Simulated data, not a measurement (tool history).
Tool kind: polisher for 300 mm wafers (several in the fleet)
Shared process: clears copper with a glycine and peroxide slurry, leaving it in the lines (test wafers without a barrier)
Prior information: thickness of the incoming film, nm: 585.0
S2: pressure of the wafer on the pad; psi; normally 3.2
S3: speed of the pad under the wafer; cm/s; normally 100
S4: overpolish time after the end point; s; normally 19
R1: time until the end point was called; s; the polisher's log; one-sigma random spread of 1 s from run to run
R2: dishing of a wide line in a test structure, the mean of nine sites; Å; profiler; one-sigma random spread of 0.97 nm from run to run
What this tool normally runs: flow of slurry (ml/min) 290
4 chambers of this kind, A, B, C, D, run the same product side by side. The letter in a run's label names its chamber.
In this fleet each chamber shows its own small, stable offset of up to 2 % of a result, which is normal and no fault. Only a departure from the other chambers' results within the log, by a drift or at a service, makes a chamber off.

run 1B hour=6.8 | flow_of_slurry_(ml/min)=290 S2=3.2 S3=100 S4=19 | R1=104.63 R2=513.54
-- hour=13 chamber A: worn pad replaced by a new one
-- hour=16.4 chamber C: slurry nozzle cleaned
run 2A hour=16.6 | flow_of_slurry_(ml/min)=290 S2=3.2 S3=100 S4=19 | R1=107.07 R2=489.25
run 3D hour=23.5 | flow_of_slurry_(ml/min)=290 S2=3.2 S3=100 S4=19 | R1=103.98 R2=509.27
run 4C hour=30 | flow_of_slurry_(ml/min)=290 S2=3.2 S3=100 S4=19 | R1=103.29 R2=499.72
run 5D hour=37.6 | flow_of_slurry_(ml/min)=290 S2=3.2 S3=100 S4=19 | R1=104.8 R2=512.7
-- hour=43.1 chamber C: worn pad replaced by a new one
run 6B hour=46.7 | flow_of_slurry_(ml/min)=290 S2=3.2 S3=100 S4=19 | R1=102.03 R2=523.41
run 7A hour=57.2 | flow_of_slurry_(ml/min)=290 S2=3.2 S3=100 S4=19 | R1=107.36 R2=499.83
run 8C hour=67 | flow_of_slurry_(ml/min)=290 S2=3.2 S3=100 S4=19 | R1=103.96 R2=503.66
run 9A hour=73.7 | flow_of_slurry_(ml/min)=290 S2=3.2 S3=100 S4=19 | R1=106.36 R2=507.66
-- hour=77.7 chamber D: worn pad replaced by a new one
-- hour=80.3 chamber A: worn pad replaced by a new one
run 10B hour=86.7 | flow_of_slurry_(ml/min)=290 S2=3.2 S3=100 S4=19 | R1=104.52 R2=513.83
run 11D hour=93.3 | flow_of_slurry_(ml/min)=290 S2=3.2 S3=100 S4=19 | R1=103.36 R2=516.8
-- hour=101.4 chamber C: worn pad replaced by a new one
run 12C hour=102.9 | flow_of_slurry_(ml/min)=290 S2=3.2 S3=100 S4=19 | R1=104.56 R2=490.8
-- hour=115.3 chamber B: worn pad replaced by a new one
run 13D hour=117 | flow_of_slurry_(ml/min)=290 S2=3.2 S3=100 S4=19 | R1=104.03 R2=504.69
run 14A hour=127.9 | flow_of_slurry_(ml/min)=290 S2=3.2 S3=100 S4=19 | R1=106.52 R2=506.33
run 15B hour=136.7 | flow_of_slurry_(ml/min)=290 S2=3.2 S3=100 S4=19 | R1=103.49 R2=505.8
-- hour=140.4 chamber A: worn pad replaced by a new one
run 16C hour=151 | flow_of_slurry_(ml/min)=290 S2=3.2 S3=100 S4=19 | R1=104.39 R2=524.51
-- hour=151.1 chamber C: worn pad replaced by a new one
run 17A hour=161.4 | flow_of_slurry_(ml/min)=290 S2=3.2 S3=100 S4=19 | R1=108.68 R2=506.01
run 18B hour=169.9 | flow_of_slurry_(ml/min)=340 S2=3.2 S3=112 S4=19 | R1=92.561 R2=537.02
run 19C hour=179.7 | flow_of_slurry_(ml/min)=340 S2=3.2 S3=112 S4=19 | R1=93.49 R2=533.33
run 20D hour=189.6 | flow_of_slurry_(ml/min)=340 S2=3.2 S3=112 S4=19 | R1=93.73 R2=540.25
-- hour=195.4 chamber A: worn pad replaced by a new one
run 21A hour=196.6 | flow_of_slurry_(ml/min)=340 S2=3.2 S3=112 S4=19 | R1=95.086 R2=534.05
run 22C hour=205 | flow_of_slurry_(ml/min)=290 S2=3.2 S3=100 S4=19 | R1=105.29 R2=510.47
-- hour=213 chamber D: worn pad replaced by a new one
-- hour=213.1 chamber C: worn pad replaced by a new one
run 23B hour=216.8 | flow_of_slurry_(ml/min)=290 S2=3.2 S3=100 S4=19 | R1=104.5 R2=514.16
run 24D hour=225.7 | flow_of_slurry_(ml/min)=290 S2=3.2 S3=126 S4=12 | R1=85.163 R2=445.62
run 25D hour=237.6 | flow_of_slurry_(ml/min)=290 S2=3.2 S3=126 S4=12 | R1=85.348 R2=426.79
run 26C hour=249.4 | flow_of_slurry_(ml/min)=290 S2=3.2 S3=126 S4=12 | R1=86.974 R2=429.29
-- hour=252 chamber A: worn pad replaced by a new one
run 27B hour=263.2 | flow_of_slurry_(ml/min)=290 S2=3.2 S3=126 S4=12 | R1=84.717 R2=426.98
-- hour=274.1 chamber C: worn pad replaced by a new one
run 28A hour=277.6 | flow_of_slurry_(ml/min)=385 S2=3.2 S3=100 S4=11 | R1=102.74 R2=372
run 29C hour=284.7 | flow_of_slurry_(ml/min)=385 S2=3.2 S3=100 S4=11 | R1=104.57 R2=362.91

Has any chamber moved away from the others, gradually or after a service, or does the common gauge drift, or do the chambers differ only by their own small steady offsets? State the chamber and the most likely cause if one applies.

No chamber is off and the gauge is stable; the differences are just each chamber's small, constant offset.
